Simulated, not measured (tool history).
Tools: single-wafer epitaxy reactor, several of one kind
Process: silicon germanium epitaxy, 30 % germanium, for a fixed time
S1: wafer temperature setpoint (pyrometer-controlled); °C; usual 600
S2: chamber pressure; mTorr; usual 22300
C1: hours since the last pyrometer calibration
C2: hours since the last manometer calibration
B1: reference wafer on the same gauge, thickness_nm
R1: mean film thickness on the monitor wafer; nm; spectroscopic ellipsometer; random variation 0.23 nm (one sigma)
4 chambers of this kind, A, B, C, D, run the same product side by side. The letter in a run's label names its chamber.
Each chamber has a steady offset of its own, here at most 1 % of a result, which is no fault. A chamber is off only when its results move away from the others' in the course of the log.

run,hour,S1,S2,C1,C2,B1,R1
1B,7.1,600,22300,2319.3,2618.2,56.026,62.009
2C,13.6,600,22300,1070.6,252.3,56.037,61.847
3A,22.9,600,22300,1986.6,61.0,55.948,61.951
# hour 24.7: chamber B: capacitance manometer re-zeroed and calibrated
4D,30.0,600,22300,659.8,638.0,55.991,61.827
5D,39.5,600,22300,669.3,647.5,55.961,61.900
6C,47.9,593,24100,1104.9,286.6,56.011,55.905
7A,54.5,593,24100,2018.2,92.6,55.959,56.308
8B,61.8,593,24100,2374.0,37.2,56.019,56.285
9A,69.3,593,24100,2033.0,107.4,55.979,56.405
10C,78.6,600,22300,1135.6,317.3,55.994,61.878
11B,84.0,600,22300,2396.2,59.4,55.982,61.751
12D,90.3,600,22300,720.1,698.3,55.947,61.823
13C,102.3,589,27100,1159.3,341.0,56.015,54.322
14D,112.7,589,27100,742.5,720.7,56.024,54.486
15A,123.6,589,27100,2087.3,161.7,56.003,54.360
# hour 125.2: chamber A: pyrometer calibrated
16B,135.1,589,27100,2447.3,110.5,55.987,54.676
17A,141.2,600,22300,16.0,179.3,56.000,62.177
18D,152.9,600,22300,782.7,760.9,56.079,61.497
19B,161.2,600,22300,2473.4,136.6,55.990,61.913
20C,168.4,600,22300,1225.4,407.1,55.973,60.378
21A,178.0,600,22300,52.8,216.1,56.002,61.992
22C,185.9,600,22300,1242.9,424.6,55.983,60.283
23D,195.6,600,22300,825.4,803.6,55.983,61.902
24B,201.5,600,22300,2513.7,176.9,55.979,61.783
25D,211.0,600,22300,840.8,819.0,56.037,61.254
26C,221.7,600,22300,1278.7,460.4,55.996,59.878
27A,228.4,600,22300,103.2,266.5,56.027,62.071

All 4 chambers run these settings next. Forecast each chamber's results:
28A,237.0,600,19200,,,,?
28B,237.0,600,19200,,,,?
28C,237.0,600,19200,,,,?
28D,237.0,600,19200,,,,?

run,R1
28A,58.754
28B,58.048
28C,56.284
28D,57.975
